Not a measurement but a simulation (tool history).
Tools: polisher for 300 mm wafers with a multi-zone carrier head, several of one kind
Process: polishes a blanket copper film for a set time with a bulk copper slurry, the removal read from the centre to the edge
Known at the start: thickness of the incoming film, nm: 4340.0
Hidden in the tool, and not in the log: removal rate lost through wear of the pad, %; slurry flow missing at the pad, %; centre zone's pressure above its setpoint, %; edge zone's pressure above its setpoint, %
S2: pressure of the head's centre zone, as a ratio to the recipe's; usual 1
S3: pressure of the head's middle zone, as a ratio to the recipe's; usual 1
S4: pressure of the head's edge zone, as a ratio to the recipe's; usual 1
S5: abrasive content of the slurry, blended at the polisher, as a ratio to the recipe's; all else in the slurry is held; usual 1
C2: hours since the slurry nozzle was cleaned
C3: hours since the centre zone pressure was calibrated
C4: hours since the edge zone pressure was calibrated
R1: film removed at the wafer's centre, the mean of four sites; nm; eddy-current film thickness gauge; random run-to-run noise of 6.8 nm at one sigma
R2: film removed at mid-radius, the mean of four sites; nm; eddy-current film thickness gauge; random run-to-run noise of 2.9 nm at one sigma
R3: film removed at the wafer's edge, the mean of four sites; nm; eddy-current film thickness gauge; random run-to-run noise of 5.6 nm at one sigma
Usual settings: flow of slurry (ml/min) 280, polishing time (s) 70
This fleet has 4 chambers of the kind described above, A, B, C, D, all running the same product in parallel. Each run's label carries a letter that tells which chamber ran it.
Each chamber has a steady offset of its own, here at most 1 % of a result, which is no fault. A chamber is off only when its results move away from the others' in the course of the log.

run 1C hour=6.9 | flow_of_slurry_(ml/min)=280 S2=1 S3=1 S4=1 S5=1 polishing_time_(s)=70 | wafers_polished_on_this_pad=580 C2=118.9 C3=270.5 C4=677 | R1=479.89 R2=471.03 R3=456.97
run 2D hour=18.8 | flow_of_slurry_(ml/min)=280 S2=1 S3=1 S4=1 S5=1 polishing_time_(s)=70 | wafers_polished_on_this_pad=352 C2=365 C3=693.1 C4=991.3 | R1=456.06 R2=466.32 R3=467.88
run 3A hour=28.8 | flow_of_slurry_(ml/min)=280 S2=1 S3=1 S4=1 S5=1 polishing_time_(s)=70 | wafers_polished_on_this_pad=439 C2=475.8 C3=1029.5 C4=327.3 | R1=463.5 R2=466.79 R3=477.53
run 4B hour=42.2 | flow_of_slurry_(ml/min)=280 S2=1 S3=1 S4=1 S5=1 polishing_time_(s)=70 | wafers_polished_on_this_pad=670 C2=253.7 C3=111.9 C4=473.9 | R1=472.31 R2=461.95 R3=464.84
-- hour=45 chamber D: slurry nozzle cleaned
run 5C hour=53.4 | flow_of_slurry_(ml/min)=280 S2=1 S3=1 S4=1 S5=1 polishing_time_(s)=70 | wafers_polished_on_this_pad=847 C2=165.4 C3=317 C4=723.5 | R1=479.55 R2=470.63 R3=465.69
run 6A hour=63.7 | flow_of_slurry_(ml/min)=280 S2=1 S3=1 S4=1 S5=1 polishing_time_(s)=70 | wafers_polished_on_this_pad=639 C2=510.7 C3=1064.4 C4=362.2 | R1=477.93 R2=468.18 R3=467.12
run 7D hour=70.1 | flow_of_slurry_(ml/min)=280 S2=1 S3=1 S4=1 S5=1 polishing_time_(s)=70 | wafers_polished_on_this_pad=647 C2=25.1 C3=744.4 C4=1042.6 | R1=461.21 R2=471.35 R3=467.48
-- hour=72.9 chamber A: slurry nozzle cleaned
run 8B hour=78.1 | flow_of_slurry_(ml/min)=280 S2=1 S3=1 S4=1 S5=1 polishing_time_(s)=70 | wafers_polished_on_this_pad=876 C2=289.6 C3=147.8 C4=509.8 | R1=459.46 R2=460.21 R3=464.66
run 9B hour=85.3 | flow_of_slurry_(ml/min)=280 S2=1 S3=1 S4=1 S5=1 polishing_time_(s)=70 | wafers_polished_on_this_pad=918 C2=296.8 C3=155 C4=517 | R1=472.92 R2=463.83 R3=465.02
-- hour=85.9 chamber D: worn pad replaced by a new one
run 10C hour=96.7 | flow_of_slurry_(ml/min)=280 S2=1 S3=1 S4=1 S5=1 polishing_time_(s)=70 | wafers_polished_on_this_pad=1095 C2=208.7 C3=360.3 C4=766.8 | R1=473.16 R2=468.62 R3=469.84
run 11A hour=104 | flow_of_slurry_(ml/min)=280 S2=1 S3=1 S4=1 S5=1 polishing_time_(s)=70 | wafers_polished_on_this_pad=870 C2=31.1 C3=1104.7 C4=402.5 | R1=467 R2=465.14 R3=464.03
-- hour=105.8 chamber B: worn pad replaced by a new one
-- hour=112.1 chamber C: centre zone pressure recalibrated
run 12D hour=113 | flow_of_slurry_(ml/min)=330 S2=1 S3=1 S4=1 S5=1 polishing_time_(s)=70 | wafers_polished_on_this_pad=155 C2=68 C3=787.3 C4=1085.5 | R1=483.08 R2=477.33 R3=473.32
run 13C hour=120.3 | flow_of_slurry_(ml/min)=330 S2=1 S3=1 S4=1 S5=1 polishing_time_(s)=70 | wafers_polished_on_this_pad=1231 C2=232.3 C3=8.2 C4=790.4 | R1=471.03 R2=463.9 R3=464.67
run 14B hour=128 | flow_of_slurry_(ml/min)=330 S2=1 S3=1 S4=1 S5=1 polishing_time_(s)=70 | wafers_polished_on_this_pad=127 C2=339.5 C3=197.7 C4=559.7 | R1=485.87 R2=475.85 R3=463.2
run 15D hour=134.4 | flow_of_slurry_(ml/min)=330 S2=1 S3=1 S4=1 S5=1 polishing_time_(s)=70 | wafers_polished_on_this_pad=278 C2=89.4 C3=808.7 C4=1106.9 | R1=475.62 R2=482.4 R3=483.6
-- hour=139 chamber B: slurry nozzle cleaned
run 16A hour=140.8 | flow_of_slurry_(ml/min)=280 S2=1 S3=1 S4=1 S5=1 polishing_time_(s)=70 | wafers_polished_on_this_pad=1081 C2=67.9 C3=1141.5 C4=439.3 | R1=464.39 R2=465.54 R3=472.16
run 17B hour=154 | flow_of_slurry_(ml/min)=280 S2=1 S3=1 S4=1 S5=1 polishing_time_(s)=70 | wafers_polished_on_this_pad=276 C2=15 C3=223.7 C4=585.7 | R1=473.25 R2=464.03 R3=463.33
run 18A hour=162.7 | flow_of_slurry_(ml/min)=280 S2=1 S3=1 S4=1 S5=1 polishing_time_(s)=70 | wafers_polished_on_this_pad=1207 C2=89.8 C3=1163.4 C4=461.2 | R1=472.35 R2=469.29 R3=473.95
-- hour=169.1 chamber C: slurry nozzle cleaned
-- hour=174.7 chamber D: edge zone pressure recalibrated
run 19D hour=174.7 | flow_of_slurry_(ml/min)=280 S2=1 S3=1 S4=1 S5=1 polishing_time_(s)=70 | wafers_polished_on_this_pad=509 C2=129.7 C3=849 C4=0 | R1=463.3 R2=468.18 R3=471.7
run 20C hour=184.1 | flow_of_slurry_(ml/min)=280 S2=1 S3=1 S4=1 S5=1 polishing_time_(s)=70 | wafers_polished_on_this_pad=1597 C2=15.1 C3=72 C4=854.2 | R1=442.64 R2=437.86 R3=450.62
run 21B hour=194.2 | flow_of_slurry_(ml/min)=315 S2=1 S3=1 S4=1 S5=1 polishing_time_(s)=70 | wafers_polished_on_this_pad=507 C2=55.2 C3=263.9 C4=625.9 | R1=484.22 R2=473.15 R3=477.98
run 22D hour=201.1 | flow_of_slurry_(ml/min)=315 S2=1 S3=1 S4=1 S5=1 polishing_time_(s)=70 | wafers_polished_on_this_pad=661 C2=156.1 C3=875.4 C4=26.4 | R1=463.97 R2=473.27 R3=483.5
-- hour=215.2 chamber A: worn pad replaced by a new one
run 23A hour=215.4 | flow_of_slurry_(ml/min)=315 S2=1 S3=1 S4=1 S5=1 polishing_time_(s)=70 | wafers_polished_on_this_pad=1 C2=142.5 C3=1216.1 C4=513.9 | R1=474.82 R2=473.07 R3=480.63
-- hour=225.4 chamber D: worn pad replaced by a new one
run 24C hour=226.7 | flow_of_slurry_(ml/min)=315 S2=1 S3=1 S4=1 S5=1 polishing_time_(s)=70 | wafers_polished_on_this_pad=1841 C2=57.7 C3=114.6 C4=896.8 | R1=435.8 R2=442.25 R3=433.66
run 25D hour=241.3 | flow_of_slurry_(ml/min)=280 S2=1 S3=1 S4=1 S5=1 polishing_time_(s)=70 | wafers_polished_on_this_pad=91 C2=196.3 C3=915.6 C4=66.6 | R1=462.53 R2=468.59 R3=480.41
run 26B hour=251.7 | flow_of_slurry_(ml/min)=280 S2=1 S3=1 S4=1 S5=1 polishing_time_(s)=70 | wafers_polished_on_this_pad=836 C2=112.7 C3=321.4 C4=683.4 | R1=461.84 R2=468.42 R3=458.48
run 27A hour=263.5 | flow_of_slurry_(ml/min)=280 S2=1 S3=1 S4=1 S5=1 polishing_time_(s)=70 | wafers_polished_on_this_pad=277 C2=190.6 C3=1264.2 C4=562 | R1=468.7 R2=466.09 R3=462.91
run 28C hour=275.1 | flow_of_slurry_(ml/min)=325 S2=1 S3=1 S4=1 S5=1 polishing_time_(s)=70 | wafers_polished_on_this_pad=2119 C2=106.1 C3=163 C4=945.2 | R1=427.2 R2=425.33 R3=421.22
run 29C hour=284.1 | flow_of_slurry_(ml/min)=325 S2=1 S3=1 S4=1 S5=1 polishing_time_(s)=70 | wafers_polished_on_this_pad=2170 C2=115.1 C3=172 C4=954.2 | R1=432.63 R2=427.19 R3=409.46

Next, all 4 chambers run the settings below, one line each with question marks for the results. What does each chamber give?
run 30A hour=294.5 | flow_of_slurry_(ml/min)=280 S2=1 S3=1 S4=1 S5=1 polishing_time_(s)=70 | R1=? R2=? R3=?
run 30B hour=294.5 | flow_of_slurry_(ml/min)=280 S2=1 S3=1 S4=1 S5=1 polishing_time_(s)=70 | R1=? R2=? R3=?
run 30C hour=294.5 | flow_of_slurry_(ml/min)=280 S2=1 S3=1 S4=1 S5=1 polishing_time_(s)=70 | R1=? R2=? R3=?
run 30D hour=294.5 | flow_of_slurry_(ml/min)=280 S2=1 S3=1 S4=1 S5=1 polishing_time_(s)=70 | R1=? R2=? R3=?

run=30A R1=451.07 R2=461.69 R3=466.79
run=30B R1=467.37 R2=465.26 R3=452.54
run=30C R1=418.91 R2=413.3 R3=420.31
run=30D R1=460.18 R2=465.1 R3=465.52
